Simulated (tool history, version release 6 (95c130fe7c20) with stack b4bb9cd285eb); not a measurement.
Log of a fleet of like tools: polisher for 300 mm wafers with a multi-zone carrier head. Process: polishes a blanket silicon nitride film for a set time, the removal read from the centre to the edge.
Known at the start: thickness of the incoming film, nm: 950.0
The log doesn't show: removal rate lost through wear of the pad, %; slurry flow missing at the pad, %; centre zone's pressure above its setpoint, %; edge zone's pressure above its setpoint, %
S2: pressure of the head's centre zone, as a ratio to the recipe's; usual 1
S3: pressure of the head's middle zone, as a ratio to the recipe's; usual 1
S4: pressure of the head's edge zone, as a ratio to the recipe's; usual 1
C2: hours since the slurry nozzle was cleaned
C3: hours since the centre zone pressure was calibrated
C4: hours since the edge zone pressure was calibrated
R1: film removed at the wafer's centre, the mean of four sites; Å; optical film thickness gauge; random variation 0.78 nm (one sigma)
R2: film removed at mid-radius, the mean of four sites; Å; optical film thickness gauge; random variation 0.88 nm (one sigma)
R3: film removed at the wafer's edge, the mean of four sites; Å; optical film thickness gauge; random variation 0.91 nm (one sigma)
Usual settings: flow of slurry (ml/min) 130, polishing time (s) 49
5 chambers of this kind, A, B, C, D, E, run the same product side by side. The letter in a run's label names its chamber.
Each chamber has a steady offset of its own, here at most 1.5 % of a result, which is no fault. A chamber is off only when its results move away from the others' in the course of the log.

-- hour=2.7 chamber D: slurry nozzle cleaned
run 1C hour=7.4 | flow_of_slurry_(ml/min)=130 S2=1 S3=1 S4=1 polishing_time_(s)=49 | wafers_polished_on_this_pad=579 C2=122.7 C3=1225.7 C4=741.7 | R1=664.07 R2=670.17 R3=647.7
-- hour=7.9 chamber E: worn pad replaced by a new one
run 2D hour=13 | flow_of_slurry_(ml/min)=130 S2=1 S3=1 S4=1 polishing_time_(s)=49 | wafers_polished_on_this_pad=262 C2=10.4 C3=196.6 C4=678.8 | R1=654.72 R2=653.92 R3=669.59
-- hour=15.4 chamber B: worn pad replaced by a new one
-- hour=15.5 chamber C: worn pad replaced by a new one
run 3E hour=20.1 | flow_of_slurry_(ml/min)=130 S2=1 S3=1 S4=1 polishing_time_(s)=49 | wafers_polished_on_this_pad=155 C2=468.1 C3=199.3 C4=302.2 | R1=656.37 R2=659.1 R3=659.6
run 4A hour=26.2 | flow_of_slurry_(ml/min)=130 S2=1 S3=1 S4=1 polishing_time_(s)=49 | wafers_polished_on_this_pad=392 C2=356.1 C3=76.8 C4=850.8 | R1=659.64 R2=653.13 R3=652.41
-- hour=32.2 chamber C: centre zone pressure recalibrated
run 5B hour=32.8 | flow_of_slurry_(ml/min)=130 S2=1 S3=1 S4=1 polishing_time_(s)=49 | wafers_polished_on_this_pad=221 C2=95.6 C3=335.3 C4=983.4 | R1=627.35 R2=647.98 R3=670.25
run 6E hour=39.8 | flow_of_slurry_(ml/min)=130 S2=1 S3=1 S4=1 polishing_time_(s)=49 | wafers_polished_on_this_pad=405 C2=487.8 C3=219 C4=321.9 | R1=654.79 R2=662.86 R3=666.23
run 7D hour=45.2 | flow_of_slurry_(ml/min)=130 S2=1 S3=1 S4=1 polishing_time_(s)=49 | wafers_polished_on_this_pad=671 C2=42.6 C3=228.8 C4=711 | R1=641.6 R2=652.62 R3=661.62
run 8B hour=49.6 | flow_of_slurry_(ml/min)=130 S2=1 S3=1.05 S4=1.1 polishing_time_(s)=49 | wafers_polished_on_this_pad=435 C2=112.4 C3=352.1 C4=1000.2 | R1=646.76 R2=675.81 R3=684.69
run 9A hour=55.1 | flow_of_slurry_(ml/min)=130 S2=1 S3=1.05 S4=1.1 polishing_time_(s)=49 | wafers_polished_on_this_pad=759 C2=385 C3=105.7 C4=879.7 | R1=650.52 R2=681.65 R3=689.8
run 10C hour=61.8 | flow_of_slurry_(ml/min)=130 S2=1 S3=1.05 S4=1.1 polishing_time_(s)=49 | wafers_polished_on_this_pad=587 C2=177.1 C3=29.6 C4=796.1 | R1=653.56 R2=668.18 R3=681.83
-- hour=63.4 chamber C: worn pad replaced by a new one
run 11C hour=68.2 | flow_of_slurry_(ml/min)=130 S2=1 S3=1.05 S4=1.1 polishing_time_(s)=49 | wafers_polished_on_this_pad=61 C2=183.5 C3=36 C4=802.5 | R1=655.76 R2=672.8 R3=702.11
-- hour=70.8 chamber D: worn pad replaced by a new one
-- hour=70.8 chamber A: worn pad replaced by a new one
run 12D hour=75.3 | flow_of_slurry_(ml/min)=130 S2=1 S3=1.05 S4=1.1 polishing_time_(s)=49 | wafers_polished_on_this_pad=57 C2=72.7 C3=258.9 C4=741.1 | R1=642.31 R2=677.01 R3=688.42
run 13B hour=82.8 | flow_of_slurry_(ml/min)=130 S2=1 S3=1 S4=1 polishing_time_(s)=49 | wafers_polished_on_this_pad=856 C2=145.6 C3=385.3 C4=1033.4 | R1=639.94 R2=652.22 R3=656.18
run 14E hour=88.3 | flow_of_slurry_(ml/min)=130 S2=1 S3=1 S4=1 polishing_time_(s)=49 | wafers_polished_on_this_pad=1021 C2=536.3 C3=267.5 C4=370.4 | R1=644.25 R2=654.92 R3=659.84
run 15A hour=92.4 | flow_of_slurry_(ml/min)=130 S2=1 S3=1 S4=1 polishing_time_(s)=49 | wafers_polished_on_this_pad=274 C2=422.3 C3=143 C4=917 | R1=644.18 R2=660.92 R3=641.41
run 16D hour=98.3 | flow_of_slurry_(ml/min)=130 S2=1 S3=1 S4=1 polishing_time_(s)=49 | wafers_polished_on_this_pad=349 C2=95.7 C3=281.9 C4=764.1 | R1=638.52 R2=645.69 R3=658.38
-- hour=102.6 chamber E: worn pad replaced by a new one
run 17A hour=104.6 | flow_of_slurry_(ml/min)=130 S2=1 S3=1 S4=1 polishing_time_(s)=49 | wafers_polished_on_this_pad=429 C2=434.5 C3=155.2 C4=929.2 | R1=645.26 R2=658.8 R3=653.5
-- hour=106.3 chamber C: worn pad replaced by a new one
run 18B hour=113.1 | flow_of_slurry_(ml/min)=130 S2=1 S3=1 S4=1 polishing_time_(s)=49 | wafers_polished_on_this_pad=1241 C2=175.9 C3=415.6 C4=1063.7 | R1=650.04 R2=644.61 R3=659.25
run 19C hour=121.3 | flow_of_slurry_(ml/min)=130 S2=1 S3=1 S4=1 polishing_time_(s)=49 | wafers_polished_on_this_pad=190 C2=236.6 C3=89.1 C4=855.6 | R1=651.79 R2=629.97 R3=625.44
run 20E hour=125.7 | flow_of_slurry_(ml/min)=130 S2=1 S3=1 S4=1 polishing_time_(s)=49 | wafers_polished_on_this_pad=293 C2=573.7 C3=304.9 C4=407.8 | R1=656.89 R2=678.19 R3=656.48
-- hour=131.9 chamber B: worn pad replaced by a new one
run 21D hour=134 | flow_of_slurry_(ml/min)=130 S2=1 S3=1 S4=1 polishing_time_(s)=49 | wafers_polished_on_this_pad=802 C2=131.4 C3=317.6 C4=799.8 | R1=661.8 R2=635.81 R3=656.95
-- hour=134.4 chamber A: worn pad replaced by a new one
-- hour=137.5 chamber D: worn pad replaced by a new one
run 22B hour=141.6 | flow_of_slurry_(ml/min)=130 S2=1 S3=1 S4=1 polishing_time_(s)=49 | wafers_polished_on_this_pad=123 C2=204.4 C3=444.1 C4=1092.2 | R1=633.82 R2=654.51 R3=659.26
run 23E hour=145.4 | flow_of_slurry_(ml/min)=130 S2=1 S3=1 S4=1 polishing_time_(s)=49 | wafers_polished_on_this_pad=543 C2=593.4 C3=324.6 C4=427.5 | R1=654.64 R2=655.42 R3=651.44
run 24C hour=149.3 | flow_of_slurry_(ml/min)=130 S2=1 S3=1 S4=1 polishing_time_(s)=49 | wafers_polished_on_this_pad=546 C2=264.6 C3=117.1 C4=883.6 | R1=622.76 R2=626.08 R3=617.37
-- hour=150.4 chamber C: worn pad replaced by a new one
run 25A hour=156.6 | flow_of_slurry_(ml/min)=130 S2=1 S3=1 S4=1 polishing_time_(s)=49 | wafers_polished_on_this_pad=282 C2=486.5 C3=207.2 C4=981.2 | R1=631.95 R2=651.92 R3=634.04
run 26C hour=161.1 | flow_of_slurry_(ml/min)=130 S2=1 S3=1 S4=1 polishing_time_(s)=49 | wafers_polished_on_this_pad=136 C2=276.4 C3=128.9 C4=895.4 | R1=624.25 R2=619.09 R3=634.98
-- hour=162.5 chamber C: edge zone pressure recalibrated
-- hour=162.9 chamber E: edge zone pressure recalibrated
run 27B hour=165.8 | flow_of_slurry_(ml/min)=130 S2=1 S3=1 S4=1 polishing_time_(s)=49 | wafers_polished_on_this_pad=430 C2=228.6 C3=468.3 C4=1116.4 | R1=644.85 R2=642.11 R3=667.9
-- hour=169.7 chamber E: centre zone pressure recalibrated
run 28A hour=171.3 | flow_of_slurry_(ml/min)=130 S2=1 S3=1 S4=1 polishing_time_(s)=49 | wafers_polished_on_this_pad=469 C2=501.2 C3=221.9 C4=995.9 | R1=642.17 R2=670.91 R3=646.06
run 29D hour=175.6 | flow_of_slurry_(ml/min)=130 S2=1 S3=1 S4=1 polishing_time_(s)=49 | wafers_polished_on_this_pad=484 C2=173 C3=359.2 C4=841.4 | R1=643.48 R2=650.13 R3=651.8
run 30E hour=180.6 | flow_of_slurry_(ml/min)=130 S2=1 S3=1 S4=1 polishing_time_(s)=49 | wafers_polished_on_this_pad=990 C2=628.6 C3=11 C4=17.8 | R1=656.57 R2=655.87 R3=640.57
run 31A hour=185.1 | flow_of_slurry_(ml/min)=130 S2=1 S3=1 S4=0.96 polishing_time_(s)=49 | wafers_polished_on_this_pad=644 C2=515 C3=235.7 C4=1009.7 | R1=638.98 R2=664.74 R3=639.26
run 32B hour=193.3 | flow_of_slurry_(ml/min)=130 S2=1 S3=1 S4=0.96 polishing_time_(s)=49 | wafers_polished_on_this_pad=779 C2=256.1 C3=495.8 C4=1143.9 | R1=650.87 R2=654.8 R3=647.79
run 33E hour=201.4 | flow_of_slurry_(ml/min)=130 S2=1 S3=1 S4=0.96 polishing_time_(s)=49 | wafers_polished_on_this_pad=1254 C2=649.4 C3=31.8 C4=38.6 | R1=644.98 R2=671.89 R3=630.82
-- hour=204.6 chamber D: worn pad replaced by a new one
-- hour=205.3 chamber A: worn pad replaced by a new one
run 34D hour=206 | flow_of_slurry_(ml/min)=130 S2=1 S3=1 S4=0.96 polishing_time_(s)=49 | wafers_polished_on_this_pad=17 C2=203.4 C3=389.6 C4=871.8 | R1=647.07 R2=652.37 R3=647.88
-- hour=206.3 chamber C: worn pad replaced by a new one
run 35C hour=213.7 | flow_of_slurry_(ml/min)=130 S2=1 S3=1 S4=0.96 polishing_time_(s)=49 | wafers_polished_on_this_pad=94 C2=329 C3=181.5 C4=51.2 | R1=597.72 R2=573.5 R3=601.7
-- hour=214.3 chamber E: worn pad replaced by a new one
run 36B hour=220.7 | flow_of_slurry_(ml/min)=130 S2=1 S3=1 S4=1 polishing_time_(s)=49 | wafers_polished_on_this_pad=1127 C2=283.5 C3=523.2 C4=1171.3 | R1=652.11 R2=639.16 R3=664.02
run 37E hour=227.4 | flow_of_slurry_(ml/min)=130 S2=1 S3=1 S4=1 polishing_time_(s)=49 | wafers_polished_on_this_pad=167 C2=675.4 C3=57.8 C4=64.6 | R1=657.1 R2=662.93 R3=660.09
run 38C hour=235.1 | flow_of_slurry_(ml/min)=130 S2=1 S3=1 S4=1 polishing_time_(s)=49 | wafers_polished_on_this_pad=366 C2=350.4 C3=202.9 C4=72.6 | R1=583.1 R2=572.18 R3=611.42
run 39D hour=238.9 | flow_of_slurry_(ml/min)=130 S2=1 S3=1 S4=1 polishing_time_(s)=49 | wafers_polished_on_this_pad=435 C2=236.3 C3=422.5 C4=904.7 | R1=652.29 R2=636.02 R3=657.28
run 40A hour=245.3 | flow_of_slurry_(ml/min)=130 S2=1 S3=1 S4=1 polishing_time_(s)=49 | wafers_polished_on_this_pad=507 C2=575.2 C3=295.9 C4=1069.9 | R1=635.44 R2=649.07 R3=650.11

All 5 chambers run these settings next. Forecast each chamber's results:
run 41A hour=251.5 | flow_of_slurry_(ml/min)=85 S2=1 S3=1 S4=1 polishing_time_(s)=49 | R1=? R2=? R3=?
run 41B hour=251.5 | flow_of_slurry_(ml/min)=85 S2=1 S3=1 S4=1 polishing_time_(s)=49 | R1=? R2=? R3=?
run 41C hour=251.5 | flow_of_slurry_(ml/min)=85 S2=1 S3=1 S4=1 polishing_time_(s)=49 | R1=? R2=? R3=?
run 41D hour=251.5 | flow_of_slurry_(ml/min)=85 S2=1 S3=1 S4=1 polishing_time_(s)=49 | R1=? R2=? R3=?
run 41E hour=251.5 | flow_of_slurry_(ml/min)=85 S2=1 S3=1 S4=1 polishing_time_(s)=49 | R1=? R2=? R3=?

run=41A R1=559.24 R2=584.14 R3=580.6
run=41B R1=563.48 R2=583.6 R3=598.85
run=41C R1=450.21 R2=468.56 R3=530.61
run=41D R1=567.03 R2=577.51 R3=593.28
run=41E R1=570.52 R2=588.3 R3=600.19
